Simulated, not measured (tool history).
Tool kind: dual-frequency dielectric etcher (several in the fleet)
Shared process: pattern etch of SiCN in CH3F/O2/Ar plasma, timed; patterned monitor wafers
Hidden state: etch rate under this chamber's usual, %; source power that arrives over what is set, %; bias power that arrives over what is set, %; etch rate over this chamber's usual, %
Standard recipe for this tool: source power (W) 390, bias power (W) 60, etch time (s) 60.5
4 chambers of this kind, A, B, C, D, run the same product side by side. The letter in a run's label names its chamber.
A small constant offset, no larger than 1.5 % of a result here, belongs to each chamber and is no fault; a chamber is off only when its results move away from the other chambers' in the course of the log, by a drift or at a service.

run     day  source power (W)  bias power (W)  etch time (s)  hours since the last wet clean  hours since the last source power generator calibration  hours since the last bias power generator calibration  read-back reference wafer on the same gauge, depth_nm  mean etch depth across the wafer (angstrom)
 1B   0.354               390              60           60.5                           483.4                                                   2559.4                                                 4528.9                                                 18.693                                       207.87
 2A   0.921               390              60           60.5                           362.1                                                   1051.5                                                 1318.2                                                  18.72                                       212.26
       1.45  -- chamber A: wet clean of the chamber
 3D   1.562               390              60           60.5                           196.2                                                   1598.9                                                     84                                                 18.713                                       210.29
 4C   1.954               390              60           60.5                           268.4                                                   1184.5                                                 3946.7                                                 18.689                                       212.31
 5A   2.529               470              52           60.5                            25.9                                                   1090.1                                                 1356.8                                                 18.703                                          219
 6C   3.154               470              52           60.5                           297.2                                                   1213.3                                                 3975.5                                                 18.701                                       219.43
      3.367  -- chamber B: wet clean of the chamber
 7D   3.517               470              52           60.5                           243.1                                                   1645.8                                                  130.9                                                 18.699                                       217.98
 8B   3.846               470              52           60.5                            11.6                                                   2643.2                                                 4612.7                                                 18.719                                       212.58
 9D   4.242               390              60           60.5                           260.5                                                   1663.2                                                  148.3                                                  18.71                                       213.16
10B     4.8               390              60           60.5                            34.5                                                   2666.1                                                 4635.6                                                 18.684                                       208.27
11C   5.454               390              60           60.5                           352.4                                                   1268.5                                                 4030.7                                                 18.699                                       211.63
12A   5.912               390              60           60.5                           107.1                                                   1171.3                                                   1438                                                 18.705                                       212.29
      6.488  -- chamber D: source power generator calibrated
13B   6.504               390              60           60.5                            75.4                                                     2707                                                 4676.5                                                 18.717                                       209.61
14D   7.021               390              60           60.5                           327.2                                                     12.8                                                    215                                                 18.686                                       210.71
15A   7.412               360              46           60.5                           143.1                                                   1207.3                                                   1474                                                 18.693                                       189.72
16C   7.983               360              46           60.5                           413.1                                                   1329.2                                                 4091.4                                                 18.709                                       187.55
17A     8.4               360              46           60.5                           166.8                                                     1231                                                 1497.7                                                 18.698                                       188.44
       8.65  -- chamber C: wet clean of the chamber
18D   8.896               360              46           60.5                           372.2                                                     57.8                                                    260                                                   18.7                                       188.43
19B   9.304               390              60           60.5                           142.6                                                   2774.2                                                 4743.7                                                 18.695                                       207.59
20C   9.721               390              60           60.5                            25.8                                                   1370.9                                                 4133.1                                                 18.711                                       212.89
      9.904  -- chamber B: bias power generator calibrated
21B  10.267               390              60           60.5                           165.7                                                   2797.3                                                    8.7                                                 18.703                                       208.47
22D  10.612               450              49           60.5                           413.4                                                       99                                                  301.2                                                 18.685                                       209.04
23C  11.258               450              49           60.5                            62.7                                                   1407.8                                                   4170                                                 18.707                                       212.38
24A  11.804               450              49           60.5                           248.5                                                   1312.7                                                 1579.4                                                 18.722                                       211.05
25D  12.217               450              49           60.5                           451.9                                                    137.5                                                  339.7                                                 18.695                                       206.92
26C  12.775               390              60           60.5                            99.1                                                   1444.2                                                 4206.4                                                 18.708                                       213.44
27B  13.108               390              60           60.5                           233.9                                                   2865.5                                                   76.9                                                 18.701                                       208.52
28A  13.408               390              60           60.5                             287                                                   1351.2                                                 1617.9                                                 18.671                                       210.71
29C  13.983               390              60           60.5                           128.1                                                   1473.2                                                 4235.4                                                 18.693                                        212.4
30A  14.304               390              60           60.5                           308.5                                                   1372.7                                                 1639.4                                                 18.715                                       211.52
31D  14.621               390              60           60.5                           509.6                                                    195.2                                                  397.4                                                 18.702                                       212.21
32B  14.925               390              60           60.5                           277.5                                                   2909.1                                                  120.5                                                 18.701                                       208.03
33B  15.346               390              60           60.5                           287.6                                                   2919.2                                                  130.6                                                 18.662                                       209.51
34D  15.929               390              60             71                             541                                                    226.6                                                  428.8                                                 18.702                                        246.4
35C  16.492               390              60             71                           188.3                                                   1533.4                                                 4295.6                                                 18.706                                       249.14
     16.558  -- chamber A: wet clean of the chamber
36A  17.162               390              60             71                            14.6                                                   1441.3                                                   1708                                                 18.686                                       250.72
37D  17.771               390              60             71                           585.2                                                    270.8                                                    473                                                 18.691                                       248.36
38C  18.275               390              60           60.5                           231.1                                                   1576.2                                                 4338.4                                                  18.72                                       211.99
39A  18.808               390              60           60.5                            54.1                                                   1480.8                                                 1747.5                                                 18.687                                       215.54

Next, all 4 chambers run the settings below, one line each with question marks for the results. What does each chamber give?
40A  19.292               390              60           60.5                                                                                                                                                                                                                                                   ?
40B  19.292               390              60           60.5                                                                                                                                                                                                                                                   ?
40C  19.292               390              60           60.5                                                                                                                                                                                                                                                   ?
40D  19.292               390              60           60.5                                                                                                                                                                                                                                                   ?

run  mean etch depth across the wafer (angstrom)
40A                                       213.32
40B                                       207.42
40C                                       211.13
40D                                       211.19

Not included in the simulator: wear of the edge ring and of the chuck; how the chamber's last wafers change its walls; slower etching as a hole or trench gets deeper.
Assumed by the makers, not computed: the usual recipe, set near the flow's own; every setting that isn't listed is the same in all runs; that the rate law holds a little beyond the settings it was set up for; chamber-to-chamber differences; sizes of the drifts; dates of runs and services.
